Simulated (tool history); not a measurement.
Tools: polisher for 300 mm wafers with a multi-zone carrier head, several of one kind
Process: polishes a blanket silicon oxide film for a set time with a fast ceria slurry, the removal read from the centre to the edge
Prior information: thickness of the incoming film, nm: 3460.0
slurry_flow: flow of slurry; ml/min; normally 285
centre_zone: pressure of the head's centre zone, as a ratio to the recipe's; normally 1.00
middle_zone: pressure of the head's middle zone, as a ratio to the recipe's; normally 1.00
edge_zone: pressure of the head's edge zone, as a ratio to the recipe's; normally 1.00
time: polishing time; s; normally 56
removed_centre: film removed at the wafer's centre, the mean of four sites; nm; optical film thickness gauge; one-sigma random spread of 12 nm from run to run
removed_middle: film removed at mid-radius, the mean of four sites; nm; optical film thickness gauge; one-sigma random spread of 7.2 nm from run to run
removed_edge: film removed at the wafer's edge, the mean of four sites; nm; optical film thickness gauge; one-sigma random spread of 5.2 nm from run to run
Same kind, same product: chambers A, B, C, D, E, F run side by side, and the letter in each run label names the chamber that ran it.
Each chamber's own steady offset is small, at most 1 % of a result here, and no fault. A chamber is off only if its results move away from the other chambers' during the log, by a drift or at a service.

{"day": 0.292, "done": "chamber A: worn pad replaced by a new one"}
{"day": 0.308, "done": "chamber F: worn pad replaced by a new one"}
{"run": "1D", "day": 0.442, "slurry_flow": 285, "centre_zone": 1.0, "middle_zone": 1.0, "edge_zone": 1.0, "time": 56, "removed_centre": 873.99, "removed_middle": 861.35, "removed_edge": 871.32}
{"day": 0.504, "done": "chamber C: worn pad replaced by a new one"}
{"day": 0.679, "done": "chamber E: worn pad replaced by a new one"}
{"day": 0.725, "done": "chamber B: edge zone pressure recalibrated"}
{"day": 0.879, "done": "chamber A: edge zone pressure recalibrated"}
{"day": 0.917, "done": "chamber C: slurry nozzle cleaned"}
{"run": "2F", "day": 0.938, "slurry_flow": 285, "centre_zone": 1.0, "middle_zone": 1.0, "edge_zone": 1.0, "time": 56, "removed_centre": 880.05, "removed_middle": 877.74, "removed_edge": 874.23}
{"run": "3B", "day": 1.379, "slurry_flow": 285, "centre_zone": 1.0, "middle_zone": 1.0, "edge_zone": 1.0, "time": 56, "removed_centre": 855.97, "removed_middle": 862.01, "removed_edge": 860.93}
{"run": "4A", "day": 1.679, "slurry_flow": 285, "centre_zone": 1.0, "middle_zone": 1.0, "edge_zone": 1.0, "time": 56, "removed_centre": 860.37, "removed_middle": 863.71, "removed_edge": 867.81}
{"day": 1.721, "done": "chamber D: centre zone pressure recalibrated"}
{"run": "5C", "day": 1.921, "slurry_flow": 285, "centre_zone": 1.0, "middle_zone": 1.0, "edge_zone": 1.04, "time": 69, "removed_centre": 1055.7, "removed_middle": 1062.3, "removed_edge": 1085.2}
{"run": "6E", "day": 2.392, "slurry_flow": 285, "centre_zone": 1.0, "middle_zone": 1.0, "edge_zone": 1.04, "time": 69, "removed_centre": 1068.1, "removed_middle": 1072.6, "removed_edge": 1088.8}
{"run": "7B", "day": 2.692, "slurry_flow": 285, "centre_zone": 1.0, "middle_zone": 1.0, "edge_zone": 1.04, "time": 69, "removed_centre": 1072.6, "removed_middle": 1067.9, "removed_edge": 1088.4}
{"run": "8C", "day": 2.938, "slurry_flow": 285, "centre_zone": 1.0, "middle_zone": 1.0, "edge_zone": 1.04, "time": 69, "removed_centre": 1061.1, "removed_middle": 1061.9, "removed_edge": 1076.4}
{"run": "9E", "day": 3.262, "slurry_flow": 285, "centre_zone": 1.0, "middle_zone": 1.0, "edge_zone": 1.04, "time": 69, "removed_centre": 1081.1, "removed_middle": 1063.1, "removed_edge": 1086.3}
{"day": 3.488, "done": "chamber C: worn pad replaced by a new one"}
{"run": "10D", "day": 3.75, "slurry_flow": 285, "centre_zone": 1.0, "middle_zone": 1.0, "edge_zone": 1.04, "time": 69, "removed_centre": 1078.0, "removed_middle": 1068.8, "removed_edge": 1095.0}
{"run": "11A", "day": 4.121, "slurry_flow": 285, "centre_zone": 1.0, "middle_zone": 1.0, "edge_zone": 1.0, "time": 56, "removed_centre": 840.69, "removed_middle": 859.44, "removed_edge": 852.11}
{"day": 4.271, "done": "chamber E: edge zone pressure recalibrated"}
{"run": "12F", "day": 4.417, "slurry_flow": 285, "centre_zone": 1.0, "middle_zone": 1.0, "edge_zone": 1.0, "time": 56, "removed_centre": 870.22, "removed_middle": 881.83, "removed_edge": 869.17}
{"day": 4.538, "done": "chamber A: worn pad replaced by a new one"}
{"run": "13E", "day": 4.867, "slurry_flow": 285, "centre_zone": 1.0, "middle_zone": 1.0, "edge_zone": 1.0, "time": 56, "removed_centre": 850.66, "removed_middle": 867.59, "removed_edge": 863.79}
{"day": 4.962, "done": "chamber E: worn pad replaced by a new one"}
{"run": "14A", "day": 5.258, "slurry_flow": 285, "centre_zone": 1.0, "middle_zone": 1.0, "edge_zone": 1.0, "time": 56, "removed_centre": 880.58, "removed_middle": 867.74, "removed_edge": 861.03}
{"run": "15B", "day": 5.621, "slurry_flow": 285, "centre_zone": 1.0, "middle_zone": 1.09, "edge_zone": 0.9, "time": 56, "removed_centre": 859.11, "removed_middle": 924.04, "removed_edge": 798.97}
{"day": 5.671, "done": "chamber F: worn pad replaced by a new one"}
{"run": "16C", "day": 5.896, "slurry_flow": 285, "centre_zone": 1.0, "middle_zone": 1.09, "edge_zone": 0.9, "time": 56, "removed_centre": 871.29, "removed_middle": 930.5, "removed_edge": 819.31}
{"day": 6.054, "done": "chamber D: worn pad replaced by a new one"}
{"run": "17D", "day": 6.146, "slurry_flow": 285, "centre_zone": 1.0, "middle_zone": 1.09, "edge_zone": 0.9, "time": 56, "removed_centre": 869.68, "removed_middle": 941.92, "removed_edge": 827.81}
{"day": 6.196, "done": "chamber B: slurry nozzle cleaned"}
{"day": 6.554, "done": "chamber C: worn pad replaced by a new one"}
{"run": "18F", "day": 6.633, "slurry_flow": 285, "centre_zone": 1.0, "middle_zone": 1.09, "edge_zone": 0.9, "time": 56, "removed_centre": 889.55, "removed_middle": 943.51, "removed_edge": 822.06}
{"run": "19A", "day": 6.867, "slurry_flow": 285, "centre_zone": 1.0, "middle_zone": 1.09, "edge_zone": 0.9, "time": 56, "removed_centre": 862.11, "removed_middle": 935.38, "removed_edge": 810.26}
{"run": "20B", "day": 7.208, "slurry_flow": 285, "centre_zone": 1.0, "middle_zone": 1.09, "edge_zone": 0.9, "time": 56, "removed_centre": 835.35, "removed_middle": 920.91, "removed_edge": 791.78}
{"day": 7.296, "done": "chamber C: edge zone pressure recalibrated"}
{"run": "21C", "day": 7.658, "slurry_flow": 285, "centre_zone": 1.0, "middle_zone": 1.0, "edge_zone": 1.0, "time": 56, "removed_centre": 892.52, "removed_middle": 855.17, "removed_edge": 859.78}
{"day": 7.679, "done": "chamber D: edge zone pressure recalibrated"}
{"run": "22D", "day": 8.154, "slurry_flow": 285, "centre_zone": 1.0, "middle_zone": 1.0, "edge_zone": 0.91, "time": 47, "removed_centre": 720.22, "removed_middle": 727.27, "removed_edge": 697.99}
{"run": "23F", "day": 8.4, "slurry_flow": 285, "centre_zone": 1.0, "middle_zone": 1.0, "edge_zone": 0.91, "time": 47, "removed_centre": 726.36, "removed_middle": 725.97, "removed_edge": 700.6}
{"day": 8.529, "done": "chamber A: worn pad replaced by a new one"}
{"run": "24E", "day": 8.842, "slurry_flow": 285, "centre_zone": 1.0, "middle_zone": 1.0, "edge_zone": 0.91, "time": 47, "removed_centre": 719.39, "removed_middle": 718.78, "removed_edge": 690.96}
{"day": 9.212, "done": "chamber E: worn pad replaced by a new one"}
{"run": "25C", "day": 9.242, "slurry_flow": 285, "centre_zone": 1.0, "middle_zone": 1.0, "edge_zone": 0.91, "time": 47, "removed_centre": 742.0, "removed_middle": 723.47, "removed_edge": 691.78}
{"day": 9.25, "done": "chamber A: slurry nozzle cleaned"}
{"day": 9.475, "done": "chamber C: worn pad replaced by a new one"}
{"run": "26B", "day": 9.688, "slurry_flow": 285, "centre_zone": 1.0, "middle_zone": 1.0, "edge_zone": 0.91, "time": 47, "removed_centre": 685.05, "removed_middle": 692.14, "removed_edge": 654.37}
{"run": "27A", "day": 10.112, "slurry_flow": 285, "centre_zone": 1.0, "middle_zone": 1.0, "edge_zone": 0.91, "time": 47, "removed_centre": 731.34, "removed_middle": 735.7, "removed_edge": 692.63}
{"run": "28D", "day": 10.475, "slurry_flow": 285, "centre_zone": 1.0, "middle_zone": 1.0, "edge_zone": 1.0, "time": 56, "removed_centre": 866.12, "removed_middle": 869.74, "removed_edge": 871.74}
{"run": "29E", "day": 10.808, "slurry_flow": 285, "centre_zone": 1.0, "middle_zone": 1.0, "edge_zone": 1.0, "time": 56, "removed_centre": 858.91, "removed_middle": 875.1, "removed_edge": 860.71}
{"day": 10.842, "done": "chamber F: worn pad replaced by a new one"}
{"run": "30F", "day": 11.304, "slurry_flow": 285, "centre_zone": 1.0, "middle_zone": 1.0, "edge_zone": 0.96, "time": 56, "removed_centre": 886.74, "removed_middle": 869.7, "removed_edge": 847.1}
{"run": "31E", "day": 11.638, "slurry_flow": 285, "centre_zone": 1.0, "middle_zone": 1.0, "edge_zone": 0.96, "time": 56, "removed_centre": 872.51, "removed_middle": 878.88, "removed_edge": 849.01}
{"day": 12.017, "done": "chamber D: worn pad replaced by a new one"}
{"day": 12.079, "done": "chamber A: worn pad replaced by a new one"}
{"run": "32A", "day": 12.125, "slurry_flow": 285, "centre_zone": 1.0, "middle_zone": 1.0, "edge_zone": 0.96, "time": 56, "removed_centre": 884.17, "removed_middle": 870.82, "removed_edge": 846.43}
{"run": "33C", "day": 12.367, "slurry_flow": 285, "centre_zone": 1.0, "middle_zone": 1.0, "edge_zone": 0.96, "time": 56, "removed_centre": 870.95, "removed_middle": 855.99, "removed_edge": 848.35}
{"day": 12.45, "done": "chamber C: worn pad replaced by a new one"}
{"run": "34F", "day": 12.858, "slurry_flow": 285, "centre_zone": 1.0, "middle_zone": 1.0, "edge_zone": 0.96, "time": 56, "removed_centre": 868.72, "removed_middle": 857.36, "removed_edge": 855.72}
{"day": 12.904, "done": "chamber B: centre zone pressure recalibrated"}
{"run": "35D", "day": 13.088, "slurry_flow": 285, "centre_zone": 1.0, "middle_zone": 1.0, "edge_zone": 0.96, "time": 56, "removed_centre": 870.51, "removed_middle": 862.34, "removed_edge": 851.89}
{"run": "36B", "day": 13.3, "slurry_flow": 285, "centre_zone": 1.0, "middle_zone": 1.0, "edge_zone": 1.0, "time": 56, "removed_centre": 789.79, "removed_middle": 810.6, "removed_edge": 796.45}
{"day": 13.529, "done": "chamber E: worn pad replaced by a new one"}
{"run": "37B", "day": 13.779, "slurry_flow": 285, "centre_zone": 1.0, "middle_zone": 1.0, "edge_zone": 1.0, "time": 56, "removed_centre": 796.48, "removed_middle": 792.24, "removed_edge": 788.09}
{"run": "38F", "day": 14.15, "slurry_flow": 285, "centre_zone": 1.0, "middle_zone": 1.0, "edge_zone": 1.0, "time": 56, "removed_centre": 889.71, "removed_middle": 862.78, "removed_edge": 869.51}
{"run": "39D", "day": 14.462, "slurry_flow": 285, "centre_zone": 1.0, "middle_zone": 1.0, "edge_zone": 1.0, "time": 56, "removed_centre": 870.53, "removed_middle": 877.45, "removed_edge": 867.41}
{"run": "40C", "day": 14.75, "slurry_flow": 285, "centre_zone": 1.0, "middle_zone": 1.0, "edge_zone": 1.0, "time": 56, "removed_centre": 896.4, "removed_middle": 862.63, "removed_edge": 870.77}
{"run": "41E", "day": 15.175, "slurry_flow": 285, "centre_zone": 1.0, "middle_zone": 1.0, "edge_zone": 1.0, "time": 56, "removed_centre": 860.28, "removed_middle": 875.08, "removed_edge": 862.5}
{"run": "42A", "day": 15.538, "slurry_flow": 285, "centre_zone": 0.92, "middle_zone": 1.0, "edge_zone": 0.95, "time": 56, "removed_centre": 801.48, "removed_middle": 869.5, "removed_edge": 843.05}

What goes on in this fleet: one chamber off, a drifting gauge, or nothing beyond the chambers' own small offsets? Name the chamber and the cause, if any.

It is chamber B that slowly wanders off from its peers.
Most likely cause: removal rate lost through wear of the pad, % = 10.7.

Here are 4 candidates for chamber B's next run, each the usual settings with a change, their results left as question marks. Which one brings its results back in line with what the others give on the usual settings?
In-line tolerance around the mean of the other chambers on the usual settings: removed_centre 44.00 nm; removed_middle 25.00 nm; removed_edge 18.00 nm
{"run": "43B-1", "day": 15.892, "slurry_flow": 280, "centre_zone": 0.98, "middle_zone": 1.0, "edge_zone": 0.99, "time": 44, "removed_centre": "?", "removed_middle": "?", "removed_edge": "?"}
{"run": "43B-2", "day": 15.892, "slurry_flow": 290, "centre_zone": 1.01, "middle_zone": 1.0, "edge_zone": 1.0, "time": 62, "removed_centre": "?", "removed_middle": "?", "removed_edge": "?"}
{"run": "43B-3", "day": 15.892, "slurry_flow": 290, "centre_zone": 1.02, "middle_zone": 1.0, "edge_zone": 1.01, "time": 71, "removed_centre": "?", "removed_middle": "?", "removed_edge": "?"}
{"run": "43B-4", "day": 15.892, "slurry_flow": 280, "centre_zone": 0.99, "middle_zone": 1.0, "edge_zone": 1.0, "time": 50, "removed_centre": "?", "removed_middle": "?", "removed_edge": "?"}

Average result of the remaining chambers running the usual settings: removed_centre 868.96 nm; removed_middle 867.25 nm; removed_edge 866.33 nm
run=43B-1 removed_centre=594.98 removed_middle=610.40 removed_edge=605.95
run=43B-2 removed_centre=870.47 removed_middle=863.11 removed_edge=860.77
run=43B-3 removed_centre=1007.80 removed_middle=988.33 removed_edge=990.91
run=43B-4 removed_centre=683.80 removed_middle=693.59 removed_edge=692.24
Change 43B-2 lands the chamber within the allowed miss of the other chambers.

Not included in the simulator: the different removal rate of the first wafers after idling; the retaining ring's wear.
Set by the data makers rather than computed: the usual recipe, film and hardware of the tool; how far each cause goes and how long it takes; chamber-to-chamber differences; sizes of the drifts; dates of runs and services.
